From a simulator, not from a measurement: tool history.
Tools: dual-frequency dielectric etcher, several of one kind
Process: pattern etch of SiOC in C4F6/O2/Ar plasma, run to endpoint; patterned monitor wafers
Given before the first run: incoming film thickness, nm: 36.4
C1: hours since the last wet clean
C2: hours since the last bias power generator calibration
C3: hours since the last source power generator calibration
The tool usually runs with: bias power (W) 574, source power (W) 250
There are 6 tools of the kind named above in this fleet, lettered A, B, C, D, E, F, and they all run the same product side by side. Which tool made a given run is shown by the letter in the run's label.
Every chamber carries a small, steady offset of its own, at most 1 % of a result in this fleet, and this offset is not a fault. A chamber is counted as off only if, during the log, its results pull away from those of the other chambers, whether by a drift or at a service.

run 1A hour=10.4 | bias_power_(W)=574 source_power_(W)=250 | C1=156.4 C2=2654.8 C3=282.3 | endpoint_time_(s)=13.801
run 2E hour=21.1 | bias_power_(W)=574 source_power_(W)=250 | C1=314.8 C2=1151.7 C3=944.7 | endpoint_time_(s)=13.628
-- hour=24.7 chamber F: wet clean of the chamber
run 3B hour=35.4 | bias_power_(W)=574 source_power_(W)=250 | C1=323.5 C2=1529.7 C3=636.1 | endpoint_time_(s)=13.829
run 4F hour=44.2 | bias_power_(W)=574 source_power_(W)=250 | C1=19.5 C2=2697.7 C3=349.9 | endpoint_time_(s)=13.834
run 5C hour=58.7 | bias_power_(W)=574 source_power_(W)=250 | C1=371.3 C2=4308.6 C3=261.5 | endpoint_time_(s)=13.705
run 6D hour=66.1 | bias_power_(W)=574 source_power_(W)=250 | C1=214.0 C2=1093.0 C3=1366.8 | endpoint_time_(s)=13.846
run 7A hour=81.4 | bias_power_(W)=574 source_power_(W)=250 | C1=227.4 C2=2725.8 C3=353.3 | endpoint_time_(s)=14.064
run 8B hour=95.4 | bias_power_(W)=574 source_power_(W)=200 | C1=383.5 C2=1589.7 C3=696.1 | endpoint_time_(s)=14.843
run 9F hour=106.3 | bias_power_(W)=574 source_power_(W)=200 | C1=81.6 C2=2759.8 C3=412.0 | endpoint_time_(s)=14.887
run 10D hour=114.5 | bias_power_(W)=574 source_power_(W)=200 | C1=262.4 C2=1141.4 C3=1415.2 | endpoint_time_(s)=15.259
run 11E hour=130.4 | bias_power_(W)=574 source_power_(W)=200 | C1=424.1 C2=1261.0 C3=1054.0 | endpoint_time_(s)=14.955
run 12C hour=141.2 | bias_power_(W)=574 source_power_(W)=200 | C1=453.8 C2=4391.1 C3=344.0 | endpoint_time_(s)=15.033
-- hour=152.0 chamber A: bias power generator calibrated
run 13B hour=154.6 | bias_power_(W)=574 source_power_(W)=200 | C1=442.7 C2=1648.9 C3=755.3 | endpoint_time_(s)=14.916
run 14C hour=170.6 | bias_power_(W)=574 source_power_(W)=250 | C1=483.2 C2=4420.5 C3=373.4 | endpoint_time_(s)=13.490
-- hour=178.3 chamber A: wet clean of the chamber
run 15E hour=178.3 | bias_power_(W)=574 source_power_(W)=250 | C1=472.0 C2=1308.9 C3=1101.9 | endpoint_time_(s)=13.577
run 16A hour=192.2 | bias_power_(W)=574 source_power_(W)=250 | C1=13.9 C2=40.3 C3=464.1 | endpoint_time_(s)=13.891
run 17D hour=206.4 | bias_power_(W)=574 source_power_(W)=230 | C1=354.3 C2=1233.3 C3=1507.1 | endpoint_time_(s)=14.187
run 18F hour=219.3 | bias_power_(W)=574 source_power_(W)=230 | C1=194.6 C2=2872.8 C3=525.0 | endpoint_time_(s)=14.272
run 19C hour=233.3 | bias_power_(W)=574 source_power_(W)=230 | C1=545.9 C2=4483.2 C3=436.1 | endpoint_time_(s)=14.342
run 20E hour=241.3 | bias_power_(W)=574 source_power_(W)=230 | C1=535.0 C2=1371.9 C3=1164.9 | endpoint_time_(s)=14.126
-- hour=252.3 chamber C: wet clean of the chamber
run 21D hour=257.6 | bias_power_(W)=574 source_power_(W)=230 | C1=405.5 C2=1284.5 C3=1558.3 | endpoint_time_(s)=14.391
run 22B hour=269.2 | bias_power_(W)=574 source_power_(W)=230 | C1=557.3 C2=1763.5 C3=869.9 | endpoint_time_(s)=14.311
run 23A hour=276.4 | bias_power_(W)=574 source_power_(W)=250 | C1=98.1 C2=124.5 C3=548.3 | endpoint_time_(s)=13.832
run 24F hour=288.7 | bias_power_(W)=574 source_power_(W)=250 | C1=264.0 C2=2942.2 C3=594.4 | endpoint_time_(s)=13.743
-- hour=290.9 chamber D: wet clean of the chamber
run 25E hour=302.0 | bias_power_(W)=681 source_power_(W)=200 | C1=595.7 C2=1432.6 C3=1225.6 | endpoint_time_(s)=14.060
-- hour=311.9 chamber E: wet clean of the chamber
run 26D hour=312.9 | bias_power_(W)=681 source_power_(W)=200 | C1=22.1 C2=1339.8 C3=1613.6 | endpoint_time_(s)=14.006
-- hour=317.9 chamber B: wet clean of the chamber
run 27B hour=326.3 | bias_power_(W)=681 source_power_(W)=200 | C1=8.5 C2=1820.6 C3=927.0 | endpoint_time_(s)=13.974
run 28C hour=339.3 | bias_power_(W)=681 source_power_(W)=200 | C1=87.0 C2=4589.2 C3=542.1 | endpoint_time_(s)=13.794
-- hour=347.4 chamber C: bias power generator calibrated
run 29F hour=354.1 | bias_power_(W)=681 source_power_(W)=200 | C1=329.4 C2=3007.6 C3=659.8 | endpoint_time_(s)=14.171
run 30A hour=368.6 | bias_power_(W)=681 source_power_(W)=200 | C1=190.3 C2=216.7 C3=640.5 | endpoint_time_(s)=14.127
run 31D hour=380.6 | bias_power_(W)=574 source_power_(W)=250 | C1=89.8 C2=1407.5 C3=1681.3 | endpoint_time_(s)=13.891
run 32B hour=392.8 | bias_power_(W)=574 source_power_(W)=250 | C1=75.0 C2=1887.1 C3=993.5 | endpoint_time_(s)=13.687
run 33E hour=403.8 | bias_power_(W)=574 source_power_(W)=250 | C1=91.9 C2=1534.4 C3=1327.4 | endpoint_time_(s)=13.820
run 34C hour=412.9 | bias_power_(W)=574 source_power_(W)=250 | C1=160.6 C2=65.5 C3=615.7 | endpoint_time_(s)=13.790
run 35A hour=425.4 | bias_power_(W)=574 source_power_(W)=250 | C1=247.1 C2=273.5 C3=697.3 | endpoint_time_(s)=14.005
run 36F hour=433.5 | bias_power_(W)=574 source_power_(W)=250 | C1=408.8 C2=3087.0 C3=739.2 | endpoint_time_(s)=13.726
run 37B hour=449.2 | bias_power_(W)=574 source_power_(W)=250 | C1=131.4 C2=1943.5 C3=1049.9 | endpoint_time_(s)=13.782
run 38E hour=464.1 | bias_power_(W)=574 source_power_(W)=250 | C1=152.2 C2=1594.7 C3=1387.7 | endpoint_time_(s)=13.853
run 39F hour=473.7 | bias_power_(W)=574 source_power_(W)=250 | C1=449.0 C2=3127.2 C3=779.4 | endpoint_time_(s)=14.069
run 40D hour=483.5 | bias_power_(W)=479 source_power_(W)=270 | C1=192.7 C2=1510.4 C3=1784.2 | endpoint_time_(s)=14.488
run 41A hour=495.9 | bias_power_(W)=479 source_power_(W)=270 | C1=317.6 C2=344.0 C3=767.8 | endpoint_time_(s)=14.450
run 42C hour=506.2 | bias_power_(W)=479 source_power_(W)=270 | C1=253.9 C2=158.8 C3=709.0 | endpoint_time_(s)=14.374
run 43E hour=516.0 | bias_power_(W)=479 source_power_(W)=270 | C1=204.1 C2=1646.6 C3=1439.6 | endpoint_time_(s)=14.478

Each of the 6 chambers runs these same settings next. Fill in every chamber's results:
run 44A hour=527.8 | bias_power_(W)=574 source_power_(W)=250 | endpoint_time_(s)=?
run 44B hour=527.8 | bias_power_(W)=574 source_power_(W)=250 | endpoint_time_(s)=?
run 44C hour=527.8 | bias_power_(W)=574 source_power_(W)=250 | endpoint_time_(s)=?
run 44D hour=527.8 | bias_power_(W)=574 source_power_(W)=250 | endpoint_time_(s)=?
run 44E hour=527.8 | bias_power_(W)=574 source_power_(W)=250 | endpoint_time_(s)=?
run 44F hour=527.8 | bias_power_(W)=574 source_power_(W)=250 | endpoint_time_(s)=?

run=44A endpoint_time_(s)=13.838
run=44B endpoint_time_(s)=14.137
run=44C endpoint_time_(s)=13.780
run=44D endpoint_time_(s)=13.832
run=44E endpoint_time_(s)=13.791
run=44F endpoint_time_(s)=13.925

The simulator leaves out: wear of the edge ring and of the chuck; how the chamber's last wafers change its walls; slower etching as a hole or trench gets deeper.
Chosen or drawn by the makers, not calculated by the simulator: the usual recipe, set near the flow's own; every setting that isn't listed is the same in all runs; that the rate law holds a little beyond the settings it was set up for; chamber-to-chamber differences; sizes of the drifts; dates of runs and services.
